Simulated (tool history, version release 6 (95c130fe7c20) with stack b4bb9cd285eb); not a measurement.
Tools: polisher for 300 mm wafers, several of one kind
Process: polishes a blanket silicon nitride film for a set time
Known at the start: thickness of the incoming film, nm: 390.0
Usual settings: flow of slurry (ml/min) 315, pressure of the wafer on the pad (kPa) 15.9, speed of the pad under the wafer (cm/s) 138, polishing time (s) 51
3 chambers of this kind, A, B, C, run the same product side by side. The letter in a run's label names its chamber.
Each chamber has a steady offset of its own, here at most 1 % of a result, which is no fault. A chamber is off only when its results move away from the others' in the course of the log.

run,day,flow of slurry (ml/min),pressure of the wafer on the pad (kPa),speed of the pad under the wafer (cm/s),polishing time (s),wafers polished on this pad,hours since the slurry nozzle was cleaned,hours since the head pressure was calibrated,film removed (angstrom)
# day 0.121: chamber B: worn pad replaced by a new one
1C,0.300,315,15.9,138,51,198,65.9,384.1,816.86
2B,0.517,315,15.9,138,51,120,454.6,1319.1,827.08
3A,0.775,315,15.9,138,51,568,515.1,90.6,830.23
4B,1.025,315,15.9,138,51,275,466.8,1331.3,830.33
5A,1.179,315,15.9,138,51,691,524.8,100.3,817.58
6C,1.429,315,15.9,138,51,542,93.0,411.2,822.41
# day 1.492: chamber A: worn pad replaced by a new one
7C,1.621,315,15.9,138,51,600,97.6,415.8,828.17
8B,1.829,315,15.9,138,51,520,486.1,1350.6,822.76
9A,2.025,315,15.9,138,51,162,545.1,120.6,821.66
10A,2.329,315,15.9,138,51,255,552.4,127.9,818.54
11B,2.533,315,15.9,138,51,734,503.0,1367.5,853.45
12C,2.758,315,15.9,138,51,946,124.9,443.1,822.67
13B,3.117,315,15.9,138,51,911,517.0,1381.5,830.36
14A,3.400,315,15.9,138,51,581,578.1,153.6,826.03
# day 3.425: chamber C: worn pad replaced by a new one
15C,3.579,315,15.9,138,51,47,144.6,462.8,851.56
16A,3.771,380,15.9,138,51,693,587.0,162.5,843.64
# day 3.946: chamber A: worn pad replaced by a new one
17B,3.979,380,15.9,138,51,1174,537.7,1402.2,848.22
18C,4.258,380,15.9,138,51,254,160.9,479.1,869.16
19C,4.542,315,15.9,138,51,340,167.7,485.9,851.42
# day 4.596: chamber B: worn pad replaced by a new one
20B,4.804,315,15.9,138,51,64,557.5,1422.0,846.26
21A,4.979,315,15.9,138,51,314,616.0,191.5,836.58
22A,5.154,315,15.9,138,51,368,620.2,195.7,825.57
23C,5.333,405,15.9,94,51,581,186.7,504.9,641.42
24B,5.692,405,15.9,94,51,334,578.8,1443.3,624.20
25A,6.000,405,15.9,94,51,625,640.5,216.0,615.12
# day 6.225: chamber A: worn pad replaced by a new one
26C,6.362,315,15.9,138,51,894,211.4,529.6,846.78
27B,6.538,315,15.9,138,51,591,599.1,1463.6,835.54
# day 6.583: chamber B: head pressure recalibrated
28B,6.838,315,15.9,138,51,682,606.3,6.2,838.65
29C,7.071,315,15.9,138,51,1110,228.4,546.6,855.27
# day 7.204: chamber C: worn pad replaced by a new one
30A,7.400,315,15.9,138,51,357,674.1,249.6,830.68
31B,7.604,315,15.9,138,51,916,624.7,24.6,825.72
32A,7.775,315,15.9,138,51,471,683.1,258.6,851.02
# day 7.779: chamber A: slurry nozzle cleaned
33C,7.996,315,15.9,138,51,242,250.6,568.8,874.88
34C,8.296,315,15.9,138,51,333,257.8,576.0,885.38
# day 8.412: chamber B: slurry nozzle cleaned
35A,8.458,315,15.9,138,51,679,16.3,275.0,808.07
# day 8.646: chamber A: worn pad replaced by a new one
36B,8.721,315,15.9,138,51,1255,7.5,51.4,837.75
37C,9.079,315,15.9,138,51,571,276.6,594.8,883.72
# day 9.183: chamber B: worn pad replaced by a new one
38A,9.262,315,15.9,138,51,187,35.6,294.3,824.47
39B,9.525,315,15.9,138,51,104,26.8,70.7,826.52
40B,9.775,315,15.9,138,51,180,32.8,76.7,823.95
41A,10.100,315,15.9,138,51,442,55.7,314.4,820.64
42C,10.358,315,15.9,138,51,960,307.3,625.5,894.74
43B,10.683,315,15.9,138,51,457,54.6,98.5,818.79
# day 10.758: chamber A: worn pad replaced by a new one
44A,10.904,315,15.9,138,51,44,75.0,333.7,835.52

Is one chamber off against the others, does the gauge drift, or is nothing wrong? If a chamber is off, say which, and what the likeliest cause is.

Chamber C drifts away from the others.
Cause: head's pressure above its setpoint, % = 9.43.

Here are 4 candidates for chamber C's next run, each the usual settings with a change, their results left as question marks. Which one brings its results back in line with what the others give on the usual settings?
In line means no further than this from the other chambers' mean on the usual settings: film removed (angstrom) 31.00
45C-1,11.162,315,15.2,132,51,,,,?
45C-2,11.162,310,15.9,114,51,,,,?
45C-3,11.162,315,16.5,140,52,,,,?
45C-4,11.162,315,17.2,138,55,,,,?

The other chambers' mean on the usual settings: film removed (angstrom) 825.86
run,film removed (angstrom)
45C-1,824.40
45C-2,765.29
45C-3,960.48
45C-4,1045.80
45C-1 brings the chamber back in line.

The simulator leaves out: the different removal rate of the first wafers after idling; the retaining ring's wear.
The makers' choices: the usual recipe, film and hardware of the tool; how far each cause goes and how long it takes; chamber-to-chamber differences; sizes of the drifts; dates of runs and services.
